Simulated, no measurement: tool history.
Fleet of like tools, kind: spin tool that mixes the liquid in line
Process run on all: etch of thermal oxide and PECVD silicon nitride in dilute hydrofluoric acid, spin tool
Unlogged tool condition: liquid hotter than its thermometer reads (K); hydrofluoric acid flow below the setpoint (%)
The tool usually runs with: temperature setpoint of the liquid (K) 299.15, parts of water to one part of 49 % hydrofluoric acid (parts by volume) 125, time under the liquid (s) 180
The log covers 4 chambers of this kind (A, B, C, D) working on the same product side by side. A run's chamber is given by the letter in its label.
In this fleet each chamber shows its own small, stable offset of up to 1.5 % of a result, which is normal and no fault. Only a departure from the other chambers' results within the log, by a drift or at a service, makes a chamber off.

| run | day | temperature setpoint of the liquid (K) | parts of water to one part of 49 % hydrofluoric acid (parts by volume) | time under the liquid (s) | hours since the thermometer was replaced | hours since the hydrofluoric acid flow meter was replaced | read-back film thickness of the thermal oxide reference wafer, read on the same gauge (nm) | read-back film thickness of the PECVD silicon nitride reference wafer, read on the same gauge (nm) | thickness taken off the thermal oxide on a monitor wafer (nm) | thickness taken off the PECVD silicon nitride on a monitor wafer (nm) |
|---|---|---|---|---|---|---|---|---|---|---|
| 1B | 0.279 | 299.15 | 125 | 180 | 1252.4 | 628 | 89.998 | 49.989 | 7.0856 | 3.4249 |
| 2D | 0.629 | 299.15 | 125 | 180 | 425.3 | 124.5 | 90.003 | 50.01 | 7.1316 | 3.4656 |
| 3C | 0.967 | 299.15 | 125 | 180 | 594.9 | 191.4 | 90.017 | 49.992 | 7.1801 | 3.4064 |
| 4A | 1.321 | 299.15 | 125 | 180 | 51.1 | 817.2 | 90.02 | 50.03 | 7.266 | 3.4999 |
| 5D | 1.604 | 299.15 | 125 | 180 | 448.7 | 147.9 | 90.037 | 50.003 | 7.1319 | 3.4681 |
| 6C | 1.908 | 299.15 | 125 | 180 | 617.5 | 214 | 89.984 | 50.009 | 7.1035 | 3.4689 |
| 7A | 2.258 | 299.15 | 125 | 180 | 73.6 | 839.7 | 89.98 | 50.013 | 7.2744 | 3.4834 |
| 8B | 2.529 | 299.15 | 125 | 180 | 1306.4 | 682 | 90.017 | 49.971 | 7.1359 | 3.426 |
| 9C | 2.9 | 299.15 | 125 | 180 | 641.3 | 237.8 | 89.953 | 49.95 | 7.1703 | 3.4571 |
| 10A | 3.15 | 299.15 | 100 | 180 | 95 | 861.1 | 89.981 | 49.965 | 9.2598 | 4.3823 |
| 11B | 3.538 | 299.15 | 100 | 180 | 1330.6 | 706.2 | 89.981 | 49.996 | 9.263 | 4.4109 |
| 12D | 3.838 | 299.15 | 100 | 180 | 502.3 | 201.5 | 90.017 | 49.982 | 9.0937 | 4.2329 |
| 13D | 4.175 | 299.15 | 100 | 180 | 510.4 | 209.6 | 90.004 | 50.013 | 9.0906 | 4.272 |
| 14C | 4.538 | 299.15 | 70 | 110 | 680.6 | 277.1 | 90.042 | 49.993 | 8.5235 | 3.7067 |
| 15A | 4.912 | 299.15 | 70 | 110 | 137.3 | 903.4 | 90.035 | 49.989 | 8.593 | 3.8019 |
| 16B | 5.258 | 299.15 | 70 | 110 | 1371.9 | 747.5 | 90.034 | 50.01 | 8.5237 | 3.855 |
| 17D | 5.438 | 299.15 | 70 | 110 | 540.7 | 239.9 | 89.976 | 49.986 | 8.2756 | 3.7439 |
| 18B | 5.696 | 299.15 | 125 | 180 | 1382.4 | 758 | 89.989 | 50.013 | 7.1478 | 3.4889 |
| 19C | 6.05 | 299.15 | 125 | 180 | 716.9 | 313.4 | 90.007 | 50.01 | 7.2064 | 3.4752 |
| 20A | 6.267 | 299.15 | 125 | 180 | 169.8 | 935.9 | 89.985 | 49.978 | 7.2902 | 3.5229 |
| 21A | 6.542 | 299.15 | 125 | 180 | 176.4 | 942.5 | 89.999 | 50.001 | 7.2911 | 3.4544 |
| 22D | 6.846 | 299.15 | 125 | 180 | 574.5 | 273.7 | 89.99 | 49.979 | 7.0131 | 3.4714 |
| 23B | 7.154 | 299.15 | 125 | 180 | 1417.4 | 793 | 90.004 | 50.009 | 7.1074 | 3.4385 |
| 24C | 7.388 | 299.15 | 125 | 180 | 749 | 345.5 | 89.989 | 50.014 | 7.107 | 3.4343 |
| 25A | 7.667 | 299.15 | 125 | 180 | 203.4 | 969.5 | 90.01 | 50.044 | 7.1573 | 3.3938 |
| 26B | 8.012 | 299.15 | 125 | 180 | 1438 | 813.6 | 89.996 | 50.021 | 7.1257 | 3.4202 |
| 27D | 8.238 | 299.15 | 125 | 180 | 607.9 | 307.1 | 89.971 | 49.978 | 7.2197 | 3.5214 |
| 28C | 8.604 | 299.15 | 90 | 215 | 778.2 | 374.7 | 89.963 | 49.976 | 12.364 | 5.71 |
| 29D | 8.917 | 299.15 | 90 | 215 | 624.2 | 323.4 | 89.973 | 49.962 | 12.396 | 5.8575 |
| 30A | 9.158 | 299.15 | 90 | 215 | 239.2 | 1005.3 | 89.992 | 50.027 | 12.558 | 5.7587 |
| 31C | 9.408 | 299.15 | 90 | 215 | 797.5 | 394 | 89.981 | 49.976 | 12.54 | 5.7254 |
| 32B | 9.629 | 299.15 | 125 | 180 | 1476.8 | 852.4 | 90.017 | 50.012 | 7.1904 | 3.4731 |
| 33A | 9.967 | 299.15 | 175 | 140 | 258.6 | 1024.7 | 90.004 | 49.989 | 3.7338 | 1.9015 |
| 34C | 10.146 | 299.15 | 175 | 140 | 815.2 | 411.7 | 90.031 | 49.987 | 3.737 | 1.9017 |
| 35D | 10.517 | 299.15 | 175 | 140 | 662.6 | 361.8 | 90.032 | 50.007 | 3.7857 | 1.9478 |
|  | 10.817 | chamber B: thermometer replaced |
| 36B | 10.858 | 299.15 | 175 | 140 | 1.1 | 881.9 | 90.024 | 49.972 | 3.7229 | 1.8816 |
| 37A | 11.075 | 299.15 | 125 | 180 | 285.2 | 1051.3 | 90.008 | 49.988 | 7.2741 | 3.4972 |
| 38C | 11.292 | 299.15 | 125 | 180 | 842.7 | 439.2 | 90.019 | 49.987 | 7.1189 | 3.5134 |
| 39B | 11.533 | 295.15 | 125 | 180 | 17.3 | 898.1 | 89.992 | 49.962 | 6.0464 | 2.6963 |
| 40D | 11.888 | 295.15 | 125 | 180 | 695.5 | 394.7 | 89.984 | 50.063 | 6.1538 | 2.63 |

Is one chamber off against the others, does the gauge drift, or is nothing wrong? If a chamber is off, say which, and what the likeliest cause is.

Nothing is wrong: each chamber keeps only its own small, steady offset and the gauge holds still.

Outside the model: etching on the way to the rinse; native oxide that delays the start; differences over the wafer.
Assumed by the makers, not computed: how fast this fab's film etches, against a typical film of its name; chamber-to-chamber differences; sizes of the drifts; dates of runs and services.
